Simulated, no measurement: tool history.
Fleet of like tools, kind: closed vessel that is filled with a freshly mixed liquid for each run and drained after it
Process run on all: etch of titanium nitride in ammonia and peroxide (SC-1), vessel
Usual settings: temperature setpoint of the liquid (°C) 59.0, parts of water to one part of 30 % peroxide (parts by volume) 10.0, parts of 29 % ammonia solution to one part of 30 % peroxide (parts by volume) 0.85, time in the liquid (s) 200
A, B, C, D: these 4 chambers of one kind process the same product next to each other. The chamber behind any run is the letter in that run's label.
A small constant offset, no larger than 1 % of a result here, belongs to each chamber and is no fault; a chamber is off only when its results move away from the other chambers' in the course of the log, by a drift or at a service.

run,day,temperature setpoint of the liquid (°C),parts of water to one part of 30 % peroxide (parts by volume),parts of 29 % ammonia solution to one part of 30 % peroxide (parts by volume),time in the liquid (s),"read-back film thickness of the titanium nitride reference wafer, read on the same gauge (nm)",thickness taken off the titanium nitride on a monitor wafer (angstrom)
1A,0.638,59.0,10.0,0.85,200,100.010,264.61
2B,0.983,59.0,10.0,0.85,200,100.020,269.92
3D,1.542,59.0,10.0,0.85,200,99.998,265.09
4C,2.067,59.0,10.0,0.85,200,100.000,264.59
5A,2.583,59.0,10.0,1.10,200,100.000,277.24
# day 2.629: chamber D: new drum of ammonia solution connected
6D,3.042,59.0,10.0,1.10,200,99.998,277.32
7C,3.433,59.0,10.0,1.10,200,100.020,278.07
8B,3.771,59.0,10.0,1.10,200,100.030,274.52
9A,4.317,59.0,10.0,1.20,135,99.996,190.00
10B,5.000,59.0,10.0,1.20,135,100.000,192.09
11C,5.596,59.0,10.0,1.20,135,100.000,188.05
12D,5.979,59.0,10.0,1.20,135,100.000,186.46
13D,6.500,51.5,10.0,0.85,155,99.999,121.74
# day 6.896: chamber B: ammonia flow meter replaced
14C,7.088,51.5,10.0,0.85,155,100.010,121.93
15B,7.721,51.5,10.0,0.85,155,99.990,125.26
16A,8.104,51.5,10.0,0.85,155,99.992,124.81
17A,8.733,59.0,10.0,0.85,200,99.959,267.40
18B,9.083,59.0,10.0,0.85,200,100.020,270.83
19C,9.462,59.0,10.0,0.85,200,100.010,254.79
20D,9.925,59.0,10.0,0.85,200,100.020,266.37
# day 10.292: chamber C: new drum of ammonia solution connected
21C,10.296,59.0,10.0,0.85,200,99.994,251.93
22A,10.679,59.0,10.0,0.85,200,99.993,266.80
23B,11.308,59.0,10.0,0.85,200,99.982,267.93
24D,11.867,59.0,10.0,0.85,200,100.010,268.88
25D,12.204,59.0,10.0,0.85,200,100.020,266.80
26B,12.808,65.5,12.5,0.85,200,100.020,361.67

Decide between three cases: one chamber stands off from its peers, the gauge reading all wafers drifts, or nothing is wrong past each chamber's small offset. Where a chamber is off, say which and what most likely put it there.

It is chamber C that slowly wanders off from its peers.
Cause: liquid colder than its thermometer reads (K) = 1.33.

Chamber C could run next with any of the 4 candidate recipes listed below; each alters the usual settings, and their results appear as question marks. Which one brings its results back in line with what the other chambers deliver on the usual settings?
In-line tolerance around the mean of the other chambers on the usual settings: thickness taken off the titanium nitride on a monitor wafer (angstrom) 7.10
27C-1,13.304,58.5,10.0,0.85,200,,?
27C-2,13.304,59.5,10.0,0.85,210,,?
27C-3,13.304,59.0,10.0,1.05,200,,?
27C-4,13.304,59.0,10.0,0.85,185,,?

What the other chambers average on the usual settings: thickness taken off the titanium nitride on a monitor wafer (angstrom) 266.22
run,thickness taken off the titanium nitride on a monitor wafer (angstrom)
27C-1,236.23
27C-2,265.09
27C-3,252.33
27C-4,225.91
Change 27C-2 lands the chamber within the allowed miss of the other chambers.

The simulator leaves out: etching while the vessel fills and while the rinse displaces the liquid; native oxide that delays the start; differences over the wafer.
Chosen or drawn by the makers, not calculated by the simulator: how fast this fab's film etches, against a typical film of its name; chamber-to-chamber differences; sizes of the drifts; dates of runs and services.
